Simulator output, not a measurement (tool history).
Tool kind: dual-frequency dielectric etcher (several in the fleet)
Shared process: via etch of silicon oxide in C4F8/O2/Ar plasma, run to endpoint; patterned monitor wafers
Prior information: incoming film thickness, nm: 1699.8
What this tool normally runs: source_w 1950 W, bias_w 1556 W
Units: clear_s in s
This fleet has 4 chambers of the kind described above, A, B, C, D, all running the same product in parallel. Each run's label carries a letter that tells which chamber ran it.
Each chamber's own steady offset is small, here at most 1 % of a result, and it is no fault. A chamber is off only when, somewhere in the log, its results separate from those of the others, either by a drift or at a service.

| run | day | source_w | bias_w | hours since the last wet clean | hours since the last source power generator calibration | hours since the last bias power generator calibration | clear_s |
|---|---|---|---|---|---|---|---|
| 1B | 0.112 | 1950 | 1556 | 55.6 | 2813.1 | 1020.7 | 361.07 |
| 2D | 0.262 | 1950 | 1556 | 323.9 | 291.4 | 1691.9 | 363.36 |
| 3C | 0.475 | 1950 | 1556 | 81.8 | 857.5 | 387.6 | 365.88 |
| 4A | 0.625 | 1950 | 1556 | 36.8 | 1175.2 | 275.4 | 359.36 |
| 5C | 0.838 | 1950 | 1556 | 90.5 | 866.2 | 396.3 | 365.93 |
| 6D | 1 | 1950 | 1556 | 341.6 | 309.1 | 1709.6 | 364.11 |
| 7B | 1.108 | 1950 | 1556 | 79.5 | 2837 | 1044.6 | 360.89 |
| 8A | 1.338 | 1950 | 1556 | 53.9 | 1192.3 | 292.5 | 358.75 |
| 9A | 1.458 | 1950 | 1368 | 56.8 | 1195.2 | 295.4 | 374.75 |
| 10B | 1.592 | 1950 | 1368 | 91.1 | 2848.6 | 1056.2 | 372.35 |
| 11C | 1.779 | 1950 | 1368 | 113.1 | 888.8 | 418.9 | 379.17 |
| 12D | 1.988 | 1950 | 1368 | 365.3 | 332.8 | 1733.3 | 373.69 |
| 13D | 2.196 | 1950 | 1556 | 370.3 | 337.8 | 1738.3 | 361.11 |
| 14C | 2.417 | 1950 | 1556 | 128.4 | 904.1 | 434.2 | 365.02 |
| 15B | 2.646 | 1950 | 1556 | 116.4 | 2873.9 | 1081.5 | 360.64 |
| 16A | 2.854 | 1950 | 1556 | 90.3 | 1228.7 | 328.9 | 360.46 |
| 17B | 3.017 | 1950 | 1369 | 125.3 | 2882.8 | 1090.4 | 372.31 |
| 18C | 3.158 | 1950 | 1369 | 146.2 | 921.9 | 452 | 379.99 |
| 19D | 3.279 | 1950 | 1369 | 396.3 | 363.8 | 1764.3 | 374.21 |
| 20A | 3.462 | 1950 | 1369 | 104.9 | 1243.3 | 343.5 | 373.79 |
| 21D | 3.575 | 2420 | 1556 | 403.4 | 370.9 | 1771.4 | 331.94 |
| 22B | 3.733 | 2420 | 1556 | 142.5 | 2900 | 1107.6 | 330.23 |
| 23A | 3.908 | 2420 | 1556 | 115.6 | 1254 | 354.2 | 329.96 |
| 24C | 4.054 | 2420 | 1556 | 167.7 | 943.4 | 473.5 | 335.48 |
| 25A | 4.183 | 1950 | 1556 | 122.2 | 1260.6 | 360.8 | 359.94 |
| 26B | 4.288 | 1950 | 1556 | 155.8 | 2913.3 | 1120.9 | 360.56 |
| 27C | 4.504 | 2380 | 1556 | 178.5 | 954.2 | 484.3 | 336.01 |
| 28D | 4.642 | 2380 | 1556 | 429 | 396.5 | 1797 | 333.51 |
| 29A | 4.796 | 2380 | 1556 | 136.9 | 1275.3 | 375.5 | 331.72 |
| 30D | 4.975 | 2380 | 1556 | 437 | 404.5 | 1805 | 333.9 |
| 31B | 5.158 | 1950 | 1556 | 176.7 | 2934.2 | 1141.8 | 361.19 |
| 32C | 5.283 | 1950 | 1556 | 197.2 | 972.9 | 503 | 366.15 |
| 33A | 5.475 | 2320 | 1556 | 153.2 | 1291.6 | 391.8 | 336.14 |

Read the log: is a single chamber off, either drifting away or since a service, is the gauge that measures every chamber drifting, or is nothing wrong beyond small per-chamber offsets? Name any odd chamber and what most likely caused it.

The fleet is healthy, with each chamber sitting at its usual small offset and no drift in the gauge.
